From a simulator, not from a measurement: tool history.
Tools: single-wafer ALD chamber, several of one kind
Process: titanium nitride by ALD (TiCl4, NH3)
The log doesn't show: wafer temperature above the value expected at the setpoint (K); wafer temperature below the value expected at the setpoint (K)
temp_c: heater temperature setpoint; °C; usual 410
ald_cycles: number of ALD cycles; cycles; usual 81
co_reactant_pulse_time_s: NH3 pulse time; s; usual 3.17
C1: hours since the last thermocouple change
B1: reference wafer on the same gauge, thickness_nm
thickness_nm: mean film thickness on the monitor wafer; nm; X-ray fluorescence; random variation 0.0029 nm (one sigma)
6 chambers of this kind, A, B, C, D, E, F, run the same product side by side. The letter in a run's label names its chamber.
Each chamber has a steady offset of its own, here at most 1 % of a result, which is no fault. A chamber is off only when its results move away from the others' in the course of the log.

Run 1A, hour 4.7: usual settings; C1 883.3; B1 1.5702. Result: thickness_nm 1.8173 nm.
Run 2C, hour 9.3: usual settings; C1 781.4; B1 1.5702. Result: thickness_nm 1.8086 nm.
Run 3F, hour 18.8: usual settings; C1 1205.9; B1 1.5708. Result: thickness_nm 1.8271 nm.
Run 4E, hour 27: usual settings; C1 1643.8; B1 1.5707. Result: thickness_nm 1.8026 nm.
Run 5B, hour 36.2: usual settings; C1 681.2; B1 1.5717. Result: thickness_nm 1.8189 nm.
Run 6D, hour 41.4: usual settings; C1 1807.2; B1 1.5714. Result: thickness_nm 1.8142 nm.
Run 7F, hour 46.4: usual settings; C1 1233.5; B1 1.5717. Result: thickness_nm 1.8273 nm.
Run 8C, hour 53: usual settings; C1 825.1; B1 1.5711. Result: thickness_nm 1.8104 nm.
Run 9D, hour 60.8: usual settings; C1 1826.6; B1 1.5721. Result: thickness_nm 1.8118 nm.
Run 10E, hour 67.3: usual settings; C1 1684.1; B1 1.5723. Result: thickness_nm 1.8045 nm.
At hour 67.7: chamber E: thermocouple changed; heater temperature recalibrated.
Run 11A, hour 74: usual settings but co_reactant_pulse_time_s 4.13 s; C1 952.6; B1 1.5724. Result: thickness_nm 1.8296 nm.
Run 12B, hour 81.8: usual settings but co_reactant_pulse_time_s 4.13 s; C1 726.8; B1 1.5723. Result: thickness_nm 1.831 nm.
Run 13D, hour 91.8: usual settings but co_reactant_pulse_time_s 4.13 s; C1 1857.6; B1 1.5732. Result: thickness_nm 1.8292 nm.
Run 14F, hour 98.4: usual settings but co_reactant_pulse_time_s 4.13 s; C1 1285.5; B1 1.5733. Result: thickness_nm 1.8458 nm.
Run 15B, hour 108.2: usual settings but co_reactant_pulse_time_s 4.13 s; C1 753.2; B1 1.5733. Result: thickness_nm 1.8328 nm.
Run 16E, hour 114.8: usual settings but co_reactant_pulse_time_s 4.13 s; C1 47.2; B1 1.5736. Result: thickness_nm 1.818 nm.
Run 17A, hour 121.6: usual settings; C1 1000.2; B1 1.574. Result: thickness_nm 1.82 nm.
Run 18C, hour 130.5: usual settings; C1 902.6; B1 1.5738. Result: thickness_nm 1.8133 nm.
Run 19B, hour 135.7: usual settings; C1 780.7; B1 1.5738. Result: thickness_nm 1.817 nm.
Run 20E, hour 141.9: usual settings but ald_cycles 76 cycles, co_reactant_pulse_time_s 2.37 s; C1 74.3; B1 1.5746. Result: thickness_nm 1.6802 nm.
Run 21C, hour 148.4: usual settings but ald_cycles 76 cycles, co_reactant_pulse_time_s 2.37 s; C1 920.5; B1 1.5749. Result: thickness_nm 1.6866 nm.
Run 22A, hour 155.7: usual settings but ald_cycles 76 cycles, co_reactant_pulse_time_s 2.37 s; C1 1034.3; B1 1.5742. Result: thickness_nm 1.6974 nm.
Run 23F, hour 164.7: usual settings but ald_cycles 76 cycles, co_reactant_pulse_time_s 2.37 s; C1 1351.8; B1 1.5757. Result: thickness_nm 1.7012 nm.
Run 24D, hour 171.1: usual settings but ald_cycles 76 cycles, co_reactant_pulse_time_s 2.37 s; C1 1936.9; B1 1.5754. Result: thickness_nm 1.6967 nm.
Run 25B, hour 178.8: usual settings but ald_cycles 76 cycles, co_reactant_pulse_time_s 2.37 s; C1 823.8; B1 1.5767. Result: thickness_nm 1.6941 nm.
Run 26D, hour 188.7: usual settings; C1 1954.5; B1 1.576. Result: thickness_nm 1.8196 nm.
Run 27A, hour 195.3: usual settings; C1 1073.9; B1 1.5763. Result: thickness_nm 1.8274 nm.
Run 28E, hour 200.1: usual settings; C1 132.5; B1 1.5768. Result: thickness_nm 1.8122 nm.
Run 29C, hour 206.3: usual settings; C1 978.4; B1 1.5759. Result: thickness_nm 1.8204 nm.
Run 30F, hour 212.9: usual settings; C1 1400; B1 1.5768. Result: thickness_nm 1.8336 nm.
Run 31B, hour 222.1: usual settings; C1 867.1; B1 1.5768. Result: thickness_nm 1.8253 nm.
Run 32A, hour 228.2: usual settings; C1 1106.8; B1 1.5777. Result: thickness_nm 1.8259 nm.
Run 33C, hour 233: usual settings; C1 1005.1; B1 1.5776. Result: thickness_nm 1.8186 nm.
Run 34E, hour 237.8: usual settings; C1 170.2; B1 1.5779. Result: thickness_nm 1.8117 nm.
Run 35F, hour 247.6: usual settings but co_reactant_pulse_time_s 2.44 s; C1 1434.7; B1 1.5777. Result: thickness_nm 1.8263 nm.
Run 36D, hour 252.8: usual settings but co_reactant_pulse_time_s 2.44 s; C1 2018.6; B1 1.5781. Result: thickness_nm 1.8053 nm.
Run 37F, hour 261.7: usual settings but co_reactant_pulse_time_s 2.44 s; C1 1448.8; B1 1.5789. Result: thickness_nm 1.8197 nm.
Run 38B, hour 269.9: usual settings but co_reactant_pulse_time_s 2.44 s; C1 914.9; B1 1.5784. Result: thickness_nm 1.8106 nm.
Run 39D, hour 278: usual settings but co_reactant_pulse_time_s 2.44 s; C1 2043.8; B1 1.5786. Result: thickness_nm 1.8077 nm.
Run 40A, hour 286.2: usual settings but co_reactant_pulse_time_s 2.44 s; C1 1164.8; B1 1.5796. Result: thickness_nm 1.8145 nm.
Run 41E, hour 292.2: usual settings; C1 224.6; B1 1.5791. Result: thickness_nm 1.8158 nm.
Run 42C, hour 300.8: usual settings; C1 1072.9; B1 1.5798. Result: thickness_nm 1.8167 nm.
Run 43D, hour 305.6: usual settings; C1 2071.4; B1 1.5802. Result: thickness_nm 1.8214 nm.

What goes on in this fleet: one chamber off, a drifting gauge, or nothing beyond the chambers' own small offsets? Name the chamber and the cause, if any.

The gauge drifts, so all chambers seem to drift together. No chamber is off.
Cause: gauge reads high (%) = 0.652.

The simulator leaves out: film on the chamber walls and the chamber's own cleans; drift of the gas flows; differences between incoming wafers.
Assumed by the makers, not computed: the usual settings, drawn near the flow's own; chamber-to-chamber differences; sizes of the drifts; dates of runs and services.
